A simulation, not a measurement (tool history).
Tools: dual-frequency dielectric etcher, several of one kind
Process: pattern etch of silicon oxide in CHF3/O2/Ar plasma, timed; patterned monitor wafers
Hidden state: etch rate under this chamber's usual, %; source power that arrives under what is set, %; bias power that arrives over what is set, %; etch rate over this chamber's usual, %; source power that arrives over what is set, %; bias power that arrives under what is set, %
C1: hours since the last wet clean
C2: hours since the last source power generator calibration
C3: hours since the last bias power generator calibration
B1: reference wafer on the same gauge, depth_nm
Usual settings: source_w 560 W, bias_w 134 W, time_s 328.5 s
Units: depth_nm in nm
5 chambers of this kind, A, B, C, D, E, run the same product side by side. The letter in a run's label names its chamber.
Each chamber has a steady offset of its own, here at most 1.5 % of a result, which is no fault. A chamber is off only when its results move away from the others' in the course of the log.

{"run": "1C", "day": 0.338, "source_w": 560, "bias_w": 134, "time_s": 328.5, "C1": 79.2, "C2": 441.7, "C3": 3358, "B1": 511.68, "depth_nm": 572.28}
{"day": 0.45, "done": "chamber D: wet clean of the chamber"}
{"run": "2D", "day": 0.717, "source_w": 560, "bias_w": 134, "time_s": 328.5, "C1": 6.5, "C2": 2665.8, "C3": 2840, "B1": 512.8, "depth_nm": 573.56}
{"run": "3A", "day": 0.962, "source_w": 560, "bias_w": 134, "time_s": 328.5, "C1": 149, "C2": 535.7, "C3": 2571.8, "B1": 511.86, "depth_nm": 569.5}
{"run": "4E", "day": 1.288, "source_w": 560, "bias_w": 134, "time_s": 328.5, "C1": 209.3, "C2": 869.7, "C3": 1011.5, "B1": 512.17, "depth_nm": 574.72}
{"run": "5B", "day": 1.562, "source_w": 560, "bias_w": 134, "time_s": 328.5, "C1": 214.6, "C2": 359.1, "C3": 1199.7, "B1": 511.32, "depth_nm": 574.56}
{"run": "6C", "day": 1.838, "source_w": 560, "bias_w": 134, "time_s": 328.5, "C1": 115.2, "C2": 477.7, "C3": 3394, "B1": 512.27, "depth_nm": 573.89}
{"run": "7D", "day": 2.15, "source_w": 560, "bias_w": 134, "time_s": 328.5, "C1": 40.9, "C2": 2700.2, "C3": 2874.4, "B1": 512.38, "depth_nm": 570.37}
{"run": "8A", "day": 2.425, "source_w": 560, "bias_w": 134, "time_s": 328.5, "C1": 184.1, "C2": 570.8, "C3": 2606.9, "B1": 511.85, "depth_nm": 574.42}
{"run": "9E", "day": 2.717, "source_w": 690, "bias_w": 134, "time_s": 419, "C1": 243.6, "C2": 904, "C3": 1045.8, "B1": 512.21, "depth_nm": 795.4}
{"run": "10B", "day": 2.933, "source_w": 690, "bias_w": 134, "time_s": 419, "C1": 247.5, "C2": 392, "C3": 1232.6, "B1": 512.23, "depth_nm": 796.88}
{"run": "11E", "day": 3.117, "source_w": 690, "bias_w": 134, "time_s": 419, "C1": 253.2, "C2": 913.6, "C3": 1055.4, "B1": 511.94, "depth_nm": 789.71}
{"run": "12B", "day": 3.329, "source_w": 690, "bias_w": 134, "time_s": 419, "C1": 257, "C2": 401.5, "C3": 1242.1, "B1": 512.2, "depth_nm": 795.37}
{"run": "13C", "day": 3.612, "source_w": 690, "bias_w": 134, "time_s": 419, "C1": 157.8, "C2": 520.3, "C3": 3436.6, "B1": 512.2, "depth_nm": 789.52}
{"run": "14D", "day": 3.871, "source_w": 560, "bias_w": 134, "time_s": 328.5, "C1": 82.2, "C2": 2741.5, "C3": 2915.7, "B1": 511.86, "depth_nm": 568.83}
{"run": "15A", "day": 4.138, "source_w": 560, "bias_w": 134, "time_s": 328.5, "C1": 225.2, "C2": 611.9, "C3": 2648, "B1": 511.44, "depth_nm": 568.16}
{"run": "16E", "day": 4.517, "source_w": 560, "bias_w": 134, "time_s": 328.5, "C1": 286.8, "C2": 947.2, "C3": 1089, "B1": 512.2, "depth_nm": 569.88}
{"run": "17A", "day": 4.704, "source_w": 470, "bias_w": 134, "time_s": 384.5, "C1": 238.8, "C2": 625.5, "C3": 2661.6, "B1": 512.02, "depth_nm": 615.5}
{"run": "18D", "day": 4.996, "source_w": 470, "bias_w": 134, "time_s": 384.5, "C1": 109.2, "C2": 2768.5, "C3": 2942.7, "B1": 512.39, "depth_nm": 625.25}
{"run": "19C", "day": 5.292, "source_w": 470, "bias_w": 134, "time_s": 384.5, "C1": 198.1, "C2": 560.6, "C3": 3476.9, "B1": 511.73, "depth_nm": 623.68}
{"day": 5.475, "done": "chamber E: wet clean of the chamber"}
{"run": "20B", "day": 5.508, "source_w": 470, "bias_w": 134, "time_s": 384.5, "C1": 309.3, "C2": 453.8, "C3": 1294.4, "B1": 511.67, "depth_nm": 627.56}
{"run": "21C", "day": 5.812, "source_w": 470, "bias_w": 134, "time_s": 384.5, "C1": 210.6, "C2": 573.1, "C3": 3489.4, "B1": 511.45, "depth_nm": 627.34}
{"run": "22E", "day": 6.129, "source_w": 560, "bias_w": 134, "time_s": 328.5, "C1": 15.8, "C2": 985.9, "C3": 1127.7, "B1": 512.05, "depth_nm": 571.86}
{"run": "23B", "day": 6.429, "source_w": 560, "bias_w": 134, "time_s": 328.5, "C1": 331.4, "C2": 475.9, "C3": 1316.5, "B1": 511.96, "depth_nm": 576.64}
{"run": "24D", "day": 6.692, "source_w": 560, "bias_w": 134, "time_s": 328.5, "C1": 149.9, "C2": 2809.2, "C3": 2983.4, "B1": 511.69, "depth_nm": 570.65}
{"day": 6.704, "done": "chamber A: wet clean of the chamber"}
{"run": "25A", "day": 6.867, "source_w": 560, "bias_w": 134, "time_s": 328.5, "C1": 3.9, "C2": 677.4, "C3": 2713.5, "B1": 512.14, "depth_nm": 546.49}
{"run": "26B", "day": 7.088, "source_w": 560, "bias_w": 134, "time_s": 328.5, "C1": 347.2, "C2": 491.7, "C3": 1332.3, "B1": 511.86, "depth_nm": 577.53}
{"run": "27A", "day": 7.283, "source_w": 560, "bias_w": 134, "time_s": 328.5, "C1": 13.9, "C2": 687.4, "C3": 2723.5, "B1": 512.15, "depth_nm": 544.84}
{"run": "28E", "day": 7.538, "source_w": 560, "bias_w": 134, "time_s": 328.5, "C1": 49.6, "C2": 1019.7, "C3": 1161.5, "B1": 511.99, "depth_nm": 570.86}
{"day": 7.717, "done": "chamber D: source power generator calibrated"}
{"run": "29C", "day": 7.904, "source_w": 560, "bias_w": 134, "time_s": 328.5, "C1": 260.8, "C2": 623.3, "C3": 3539.6, "B1": 511.55, "depth_nm": 573.35}
{"run": "30D", "day": 8.192, "source_w": 560, "bias_w": 147, "time_s": 328.5, "C1": 185.9, "C2": 11.5, "C3": 3019.4, "B1": 512.33, "depth_nm": 598.18}
{"run": "31A", "day": 8.55, "source_w": 560, "bias_w": 147, "time_s": 328.5, "C1": 44.3, "C2": 717.8, "C3": 2753.9, "B1": 512.7, "depth_nm": 561.56}
{"run": "32C", "day": 8.842, "source_w": 560, "bias_w": 147, "time_s": 328.5, "C1": 283.3, "C2": 645.8, "C3": 3562.1, "B1": 512.47, "depth_nm": 588.52}
{"run": "33E", "day": 9.129, "source_w": 560, "bias_w": 147, "time_s": 328.5, "C1": 87.8, "C2": 1057.9, "C3": 1199.7, "B1": 512.28, "depth_nm": 589.28}
{"run": "34B", "day": 9.371, "source_w": 560, "bias_w": 147, "time_s": 328.5, "C1": 402, "C2": 546.5, "C3": 1387.1, "B1": 511.96, "depth_nm": 593.19}
{"run": "35D", "day": 9.667, "source_w": 560, "bias_w": 134, "time_s": 328.5, "C1": 221.3, "C2": 46.9, "C3": 3054.8, "B1": 512.15, "depth_nm": 573.97}
{"run": "36D", "day": 9.879, "source_w": 560, "bias_w": 134, "time_s": 328.5, "C1": 226.4, "C2": 52, "C3": 3059.9, "B1": 512.2, "depth_nm": 573.57}
{"run": "37E", "day": 10.175, "source_w": 560, "bias_w": 134, "time_s": 328.5, "C1": 112.9, "C2": 1083, "C3": 1224.8, "B1": 511.77, "depth_nm": 571.81}
{"run": "38A", "day": 10.392, "source_w": 560, "bias_w": 134, "time_s": 328.5, "C1": 88.5, "C2": 762, "C3": 2798.1, "B1": 512.28, "depth_nm": 550.21}
{"run": "39C", "day": 10.571, "source_w": 560, "bias_w": 134, "time_s": 328.5, "C1": 324.8, "C2": 687.3, "C3": 3603.6, "B1": 511.7, "depth_nm": 571.23}

What goes on in this fleet: one chamber off, a drifting gauge, or nothing beyond the chambers' own small offsets? Name the chamber and the cause, if any.

A service left chamber A off against the others.
Cause: etch rate under this chamber's usual, % = 3.64.

Here are 4 candidates for chamber A's next run, each the usual settings with a change, their results left as question marks. Which one brings its results back in line with what the others give on the usual settings?
In line means no further than this from the other chambers' mean on the usual settings: depth_nm 9 nm
{"run": "40A-1", "day": 10.846, "source_w": 560, "bias_w": 131, "time_s": 300, "depth_nm": "?"}
{"run": "40A-2", "day": 10.846, "source_w": 560, "bias_w": 137, "time_s": 357, "depth_nm": "?"}
{"run": "40A-3", "day": 10.846, "source_w": 570, "bias_w": 135, "time_s": 342, "depth_nm": "?"}
{"run": "40A-4", "day": 10.846, "source_w": 550, "bias_w": 134, "time_s": 314, "depth_nm": "?"}

The other chambers' mean on the usual settings: depth_nm 574.2 nm
run=40A-1 depth_nm=496.86
run=40A-2 depth_nm=599.85
run=40A-3 depth_nm=575.81
run=40A-4 depth_nm=520.24
40A-3 brings the chamber back in line.
